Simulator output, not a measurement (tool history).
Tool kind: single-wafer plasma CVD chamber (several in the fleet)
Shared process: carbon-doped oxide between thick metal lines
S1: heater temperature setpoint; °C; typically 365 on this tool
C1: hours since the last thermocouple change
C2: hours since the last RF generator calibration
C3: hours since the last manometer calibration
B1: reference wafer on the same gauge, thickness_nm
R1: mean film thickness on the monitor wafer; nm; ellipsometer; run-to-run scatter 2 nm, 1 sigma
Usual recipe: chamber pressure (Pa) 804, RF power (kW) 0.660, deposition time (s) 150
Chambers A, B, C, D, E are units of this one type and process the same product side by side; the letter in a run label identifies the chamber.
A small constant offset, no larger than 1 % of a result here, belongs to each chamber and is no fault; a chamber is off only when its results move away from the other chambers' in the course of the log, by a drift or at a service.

Run 1C, hour 4.8: usual settings; C1 1559.6; C2 231.9; C3 1032.9; B1 920.90. Result: R1 883.02 nm.
Run 2A, hour 8.6: usual settings; C1 1479.6; C2 863.4; C3 61.6; B1 921.00. Result: R1 887.97 nm.
Run 3B, hour 11.7: usual settings; C1 575.1; C2 721.4; C3 488.4; B1 920.77. Result: R1 888.62 nm.
Run 4D, hour 17.4: usual settings; C1 1229.1; C2 841.6; C3 569.8; B1 921.08. Result: R1 891.11 nm.
Run 5E, hour 21.4: usual settings; C1 703.9; C2 51.7; C3 103.7; B1 921.58. Result: R1 880.47 nm.
Run 6A, hour 27.1: usual settings; C1 1498.1; C2 881.9; C3 80.1; B1 920.91. Result: R1 886.10 nm.
Run 7C, hour 32.9: usual settings; C1 1587.7; C2 260.0; C3 1061.0; B1 921.22. Result: R1 885.39 nm.
Run 8D, hour 36.8: usual settings; C1 1248.5; C2 861.0; C3 589.2; B1 921.11. Result: R1 887.10 nm.
Run 9E, hour 41.1: usual settings; C1 723.6; C2 71.4; C3 123.4; B1 921.14. Result: R1 878.92 nm.
Run 10B, hour 45.2: usual settings; C1 608.6; C2 754.9; C3 521.9; B1 920.98. Result: R1 883.62 nm.
Run 11A, hour 49.3: usual settings but deposition time (s) 163; C1 1520.3; C2 904.1; C3 102.3; B1 920.85. Result: R1 959.27 nm.
Run 12E, hour 52.8: usual settings but deposition time (s) 163; C1 735.3; C2 83.1; C3 135.1; B1 920.75. Result: R1 951.59 nm.
Run 13B, hour 58.7: usual settings but deposition time (s) 163; C1 622.1; C2 768.4; C3 535.4; B1 921.37. Result: R1 963.22 nm.
Run 14C, hour 64.8: usual settings but deposition time (s) 163; C1 1619.6; C2 291.9; C3 1092.9; B1 921.48. Result: R1 962.16 nm.
Run 15D, hour 68.4: usual settings but deposition time (s) 163; C1 1280.1; C2 892.6; C3 620.8; B1 921.37. Result: R1 965.52 nm.
Run 16C, hour 74.5: usual settings; C1 1629.3; C2 301.6; C3 1102.6; B1 920.97. Result: R1 889.55 nm.
Run 17A, hour 80.7: usual settings; C1 1551.7; C2 935.5; C3 133.7; B1 920.68. Result: R1 879.02 nm.
Run 18B, hour 83.7: usual settings; C1 647.1; C2 793.4; C3 560.4; B1 921.12. Result: R1 888.30 nm.
Run 19E, hour 87.7: usual settings; C1 770.2; C2 118.0; C3 170.0; B1 921.07. Result: R1 876.92 nm.
Run 20D, hour 91.8: usual settings; C1 1303.5; C2 916.0; C3 644.2; B1 920.98. Result: R1 885.46 nm.
Run 21C, hour 95.9: usual settings; C1 1650.7; C2 323.0; C3 1124.0; B1 920.92. Result: R1 884.55 nm.
At hour 101.2: chamber C: thermocouple changed; heater temperature recalibrated.
Run 22E, hour 101.2: usual settings but S1 370 °C, RF power (kW) 0.620; C1 783.7; C2 131.5; C3 183.5; B1 920.32. Result: R1 836.35 nm.
Run 23B, hour 104.3: usual settings but S1 370 °C, RF power (kW) 0.620; C1 667.7; C2 814.0; C3 581.0; B1 921.05. Result: R1 844.18 nm.
Run 24A, hour 107.9: usual settings but S1 370 °C, RF power (kW) 0.620; C1 1578.9; C2 962.7; C3 160.9; B1 920.91. Result: R1 837.15 nm.
Run 25D, hour 114.1: usual settings but S1 370 °C, RF power (kW) 0.620; C1 1325.8; C2 938.3; C3 666.5; B1 921.14. Result: R1 847.43 nm.
Run 26D, hour 120.1: usual settings but S1 370 °C, RF power (kW) 0.620; C1 1331.8; C2 944.3; C3 672.5; B1 921.04. Result: R1 847.94 nm.
Run 27B, hour 124.3: usual settings but RF power (kW) 0.605; C1 687.7; C2 834.0; C3 601.0; B1 921.48. Result: R1 841.60 nm.
Run 28C, hour 128.3: usual settings but RF power (kW) 0.605; C1 27.1; C2 355.4; C3 1156.4; B1 921.04. Result: R1 843.91 nm.
Run 29A, hour 132.1: usual settings but RF power (kW) 0.605; C1 1603.1; C2 986.9; C3 185.1; B1 921.19. Result: R1 827.16 nm.
Run 30E, hour 135.7: usual settings but RF power (kW) 0.605; C1 818.2; C2 166.0; C3 218.0; B1 921.09. Result: R1 835.86 nm.

Has any chamber moved away from the others, gradually or after a service, or does the common gauge drift, or do the chambers differ only by their own small steady offsets? State the chamber and the most likely cause if one applies.

It is chamber A that slowly wanders off from its peers.
What lies behind it: delivered RF power below the setpoint (%) = 3.82.

Chamber A could run next with any of the 4 candidate recipes listed below; each alters the usual settings, and their results appear as question marks. Which one brings its results back in line with what the other chambers deliver on the usual settings?
Counts as in line when no further than this from what the other chambers average on the usual settings: R1 7.10 nm
Run 31A-1, hour 140.2: usual settings but RF power (kW) 0.645. Result: R1 ?.
Run 31A-2, hour 140.2: usual settings but chamber pressure (Pa) 805, RF power (kW) 0.665, deposition time (s) 152. Result: R1 ?.
Run 31A-3, hour 140.2: usual settings but S1 379 °C. Result: R1 ?.
Run 31A-4, hour 140.2: usual settings but RF power (kW) 0.695. Result: R1 ?.

Usual-settings mean across the other chambers: R1 884.44 nm
  run      R1
31A-1  858.02
31A-2  885.45
31A-3  845.43
31A-4  896.38
The answer is 31A-2, which returns the chamber to within the allowed miss of the others.
